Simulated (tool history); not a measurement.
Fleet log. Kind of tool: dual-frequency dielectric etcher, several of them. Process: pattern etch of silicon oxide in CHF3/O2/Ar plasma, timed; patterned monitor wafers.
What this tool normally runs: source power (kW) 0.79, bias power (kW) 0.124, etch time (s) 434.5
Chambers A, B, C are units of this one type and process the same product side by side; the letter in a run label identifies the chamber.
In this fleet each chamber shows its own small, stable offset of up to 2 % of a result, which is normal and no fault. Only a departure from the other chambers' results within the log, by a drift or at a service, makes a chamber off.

run,day,source power (kW),bias power (kW),etch time (s),hours since the last wet clean,hours since the last source power generator calibration,hours since the last bias power generator calibration,"read-back reference wafer on the same gauge, depth_nm",mean etch depth across the wafer (angstrom)
1A,0.408,0.79,0.124,434.5,467.2,2487.3,1490.6,856.78,8579.6
2C,0.879,0.79,0.124,434.5,170,785.3,798.9,857.09,8523.9
3B,1.2,0.79,0.124,434.5,402.9,1024.3,1936.4,856.96,8629.5
4B,1.658,0.79,0.124,434.5,413.9,1035.3,1947.4,857.11,8644.4
5C,2.029,0.79,0.124,434.5,197.6,812.9,826.5,856.35,8560.5
6A,2.467,0.79,0.124,434.5,516.6,2536.7,1540,857.18,8650.3
7A,2.817,0.79,0.124,434.5,525,2545.1,1548.4,856.9,8602.5
8C,3.262,0.79,0.124,320.5,227.2,842.5,856.1,857.37,6317.9
# day 3.308: chamber B: wet clean of the chamber
9B,3.562,0.79,0.124,320.5,6.1,1081,1993.1,856.68,6392.4
10C,4.121,0.79,0.124,320.5,247.8,863.1,876.7,857.35,6321.8
11A,4.433,0.79,0.124,434.5,563.8,2583.9,1587.2,857.02,8596
12B,4.696,0.79,0.124,434.5,33.3,1108.2,2020.3,856.61,8630.6
# day 5.217: chamber A: wet clean of the chamber
13B,5.25,0.79,0.124,434.5,46.6,1121.5,2033.6,857.01,8608.2
14A,5.704,0.79,0.124,514,11.7,2614.4,1617.7,856.81,10356
15C,6.121,0.79,0.124,514,295.8,911.1,924.7,856.99,10122
16A,6.654,0.79,0.124,514,34.5,2637.2,1640.5,857.33,10371
17C,6.917,0.73,0.124,434.5,314.9,930.2,943.8,857.01,8323
18B,7.383,0.73,0.124,434.5,97.8,1172.7,2084.8,857,8354
19B,7.833,0.73,0.124,434.5,108.6,1183.5,2095.6,856.78,8359.6
20C,8.154,0.79,0.124,434.5,344.6,959.9,973.5,856.81,8504.1
21A,8.625,0.79,0.124,434.5,81.8,2684.5,1687.8,856.64,8734.7
22C,8.896,0.79,0.124,434.5,362.4,977.7,991.3,857.23,8575.8
23B,9.45,0.79,0.124,434.5,147.4,1222.3,2134.4,856.84,8629.8
24A,9.912,0.79,0.124,434.5,112.7,2715.4,1718.7,856.84,8798.6
25A,10.346,0.79,0.124,434.5,123.1,2725.8,1729.1,857.1,8790.8

Next, all 3 chambers run the settings below, one line each with question marks for the results. What does each chamber give?
26A,10.767,0.79,0.124,434.5,,,,,?
26B,10.767,0.79,0.124,434.5,,,,,?
26C,10.767,0.79,0.124,434.5,,,,,?

run,mean etch depth across the wafer (angstrom)
26A,8735
26B,8654.7
26C,8522.4

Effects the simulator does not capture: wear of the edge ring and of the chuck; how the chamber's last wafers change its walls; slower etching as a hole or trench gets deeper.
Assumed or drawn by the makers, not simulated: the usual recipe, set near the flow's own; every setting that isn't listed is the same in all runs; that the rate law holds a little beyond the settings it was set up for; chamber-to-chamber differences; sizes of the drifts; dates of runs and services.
